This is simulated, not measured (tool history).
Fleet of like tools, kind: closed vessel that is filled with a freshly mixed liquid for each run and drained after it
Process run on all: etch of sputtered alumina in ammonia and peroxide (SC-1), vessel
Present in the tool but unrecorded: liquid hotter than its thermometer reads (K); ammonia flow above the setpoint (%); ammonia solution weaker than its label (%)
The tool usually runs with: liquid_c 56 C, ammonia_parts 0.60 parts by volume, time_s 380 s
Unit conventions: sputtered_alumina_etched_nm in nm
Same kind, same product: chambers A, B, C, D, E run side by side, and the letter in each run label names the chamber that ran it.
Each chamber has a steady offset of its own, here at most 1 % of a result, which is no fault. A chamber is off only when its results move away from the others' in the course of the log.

| run | hour | liquid_c | ammonia_parts | time_s | hours since the thermometer was replaced | hours since the ammonia flow meter was replaced | hours since the drum of ammonia solution was connected | read-back film thickness of the sputtered alumina reference wafer, read on the same gauge (nm) | sputtered_alumina_etched_nm |
|---|---|---|---|---|---|---|---|---|---|
| 1C | 6.5 | 56 | 0.60 | 380 | 225.4 | 1213.1 | 130.9 | 140.00 | 19.4150 |
| 2E | 14.9 | 56 | 0.60 | 380 | 1147.1 | 870.3 | 83.8 | 140.00 | 19.4250 |
| 3B | 19.2 | 56 | 0.60 | 380 | 490.1 | 26.3 | 369.8 | 140.00 | 19.2940 |
| 4A | 25.3 | 56 | 0.60 | 380 | 770.3 | 206.2 | 446.9 | 140.00 | 19.2700 |
| 5D | 29.9 | 56 | 0.60 | 380 | 772.9 | 58.7 | 123.5 | 139.99 | 19.2920 |
|  | 30.2 | chamber A: new drum of ammonia solution connected |
| 6A | 34.3 | 56 | 0.60 | 380 | 779.3 | 215.2 | 4.2 | 140.01 | 19.2830 |
| 7D | 42.4 | 56 | 0.60 | 380 | 785.4 | 71.2 | 136.0 | 140.02 | 19.3370 |
| 8C | 46.5 | 56 | 0.60 | 380 | 265.4 | 1253.1 | 170.9 | 140.01 | 19.4040 |
| 9B | 53.5 | 56 | 0.60 | 380 | 524.4 | 60.6 | 404.1 | 140.01 | 19.4610 |
| 10E | 62.1 | 56 | 0.60 | 380 | 1194.3 | 917.5 | 131.0 | 140.01 | 19.4530 |
| 11C | 67.3 | 56 | 0.45 | 380 | 286.2 | 1273.9 | 191.7 | 140.00 | 18.8680 |
| 12B | 73.5 | 56 | 0.45 | 380 | 544.4 | 80.6 | 424.1 | 140.00 | 18.9990 |
| 13E | 81.5 | 56 | 0.45 | 380 | 1213.7 | 936.9 | 150.4 | 139.98 | 19.0440 |
| 14D | 88.5 | 56 | 0.45 | 380 | 831.5 | 117.3 | 182.1 | 139.99 | 18.8150 |
| 15A | 94.0 | 56 | 0.45 | 380 | 839.0 | 274.9 | 63.9 | 139.99 | 18.7050 |
| 16A | 97.9 | 56 | 0.60 | 380 | 842.9 | 278.8 | 67.8 | 140.00 | 19.2900 |
| 17D | 105.2 | 47 | 0.60 | 285 | 848.2 | 134.0 | 198.8 | 140.01 | 8.7790 |
| 18E | 109.6 | 47 | 0.60 | 285 | 1241.8 | 965.0 | 178.5 | 139.99 | 8.9350 |
| 19B | 116.8 | 47 | 0.60 | 285 | 587.7 | 123.9 | 467.4 | 140.00 | 8.9977 |
| 20C | 121.6 | 47 | 0.60 | 285 | 340.5 | 1328.2 | 246.0 | 140.00 | 8.8557 |
| 21C | 125.9 | 47 | 0.60 | 285 | 344.8 | 1332.5 | 250.3 | 140.02 | 8.8449 |
| 22A | 133.9 | 56 | 0.60 | 380 | 878.9 | 314.8 | 103.8 | 140.01 | 19.1850 |
| 23E | 142.0 | 56 | 0.60 | 380 | 1274.2 | 997.4 | 210.9 | 140.02 | 19.4920 |
| 24D | 147.0 | 56 | 0.60 | 380 | 890.0 | 175.8 | 240.6 | 140.00 | 19.2030 |
| 25B | 151.5 | 56 | 0.60 | 380 | 622.4 | 158.6 | 502.1 | 139.99 | 19.7570 |
| 26B | 155.4 | 56 | 0.60 | 380 | 626.3 | 162.5 | 506.0 | 139.98 | 19.7930 |
| 27C | 163.2 | 56 | 0.60 | 380 | 382.1 | 1369.8 | 287.6 | 139.98 | 19.3180 |
| 28E | 168.0 | 56 | 0.60 | 380 | 1300.2 | 1023.4 | 236.9 | 140.00 | 19.5150 |
| 29D | 173.4 | 56 | 0.60 | 380 | 916.4 | 202.2 | 267.0 | 139.98 | 19.3650 |
| 30A | 179.3 | 56 | 0.60 | 380 | 924.3 | 360.2 | 149.2 | 140.01 | 19.2350 |
| 31D | 188.0 | 56 | 0.80 | 515 | 931.0 | 216.8 | 281.6 | 140.00 | 26.9450 |
| 32E | 194.5 | 56 | 0.80 | 515 | 1326.7 | 1049.9 | 263.4 | 139.99 | 27.1650 |
| 33B | 200.6 | 56 | 0.80 | 515 | 671.5 | 207.7 | 551.2 | 139.99 | 28.2560 |
|  | 203.1 | chamber E: ammonia flow meter replaced |
| 34A | 206.2 | 56 | 0.80 | 515 | 951.2 | 387.1 | 176.1 | 140.00 | 26.7490 |
| 35C | 211.6 | 56 | 0.80 | 515 | 430.5 | 1418.2 | 336.0 | 140.00 | 27.0940 |
| 36E | 218.1 | 51 | 0.40 | 380 | 1350.3 | 15.0 | 287.0 | 140.00 | 14.3410 |
| 37B | 224.8 | 51 | 0.40 | 380 | 695.7 | 231.9 | 575.4 | 139.96 | 14.6970 |
| 38C | 231.7 | 51 | 0.40 | 380 | 450.6 | 1438.3 | 356.1 | 139.98 | 14.2550 |
| 39D | 236.5 | 51 | 0.40 | 380 | 979.5 | 265.3 | 330.1 | 140.01 | 14.1710 |
| 40A | 245.0 | 51 | 0.40 | 380 | 990.0 | 425.9 | 214.9 | 140.02 | 14.2040 |
| 41E | 250.6 | 56 | 0.60 | 380 | 1382.8 | 47.5 | 319.5 | 140.01 | 19.5090 |
| 42C | 257.0 | 56 | 0.60 | 380 | 475.9 | 1463.6 | 381.4 | 140.01 | 19.2940 |
| 43D | 263.1 | 56 | 0.60 | 380 | 1006.1 | 291.9 | 356.7 | 140.00 | 19.2940 |
| 44B | 271.8 | 56 | 0.60 | 380 | 742.7 | 278.9 | 622.4 | 139.99 | 20.4300 |

Has any chamber moved away from the others, gradually or after a service, or does the common gauge drift, or do the chambers differ only by their own small steady offsets? State the chamber and the most likely cause if one applies.

Little by little, chamber B moves away from the other chambers.
Most likely cause: liquid hotter than its thermometer reads (K) = 1.01.

Chamber B could run next with any of the 4 candidate recipes listed below; each alters the usual settings, and their results appear as question marks. Which one brings its results back in line with what the other chambers deliver on the usual settings?
Allowed miss from the other chambers' usual-settings mean, per result, to count as in line: sputtered_alumina_etched_nm 0.2800 nm
| 45B-1 | 278.1 | 55 | 0.60 | 360 |  |  |  |  | ? |
| 45B-2 | 278.1 | 56 | 0.60 | 360 |  |  |  |  | ? |
| 45B-3 | 278.1 | 56 | 0.60 | 405 |  |  |  |  | ? |
| 45B-4 | 278.1 | 57 | 0.60 | 400 |  |  |  |  | ? |

The other chambers' mean on the usual settings: sputtered_alumina_etched_nm 19.3500 nm
| run | sputtered_alumina_etched_nm |
|---|---|
| 45B-1 | 18.4540 |
| 45B-2 | 19.4600 |
| 45B-3 | 21.8930 |
| 45B-4 | 22.7930 |
45B-2 puts the chamber back in line with the other chambers.

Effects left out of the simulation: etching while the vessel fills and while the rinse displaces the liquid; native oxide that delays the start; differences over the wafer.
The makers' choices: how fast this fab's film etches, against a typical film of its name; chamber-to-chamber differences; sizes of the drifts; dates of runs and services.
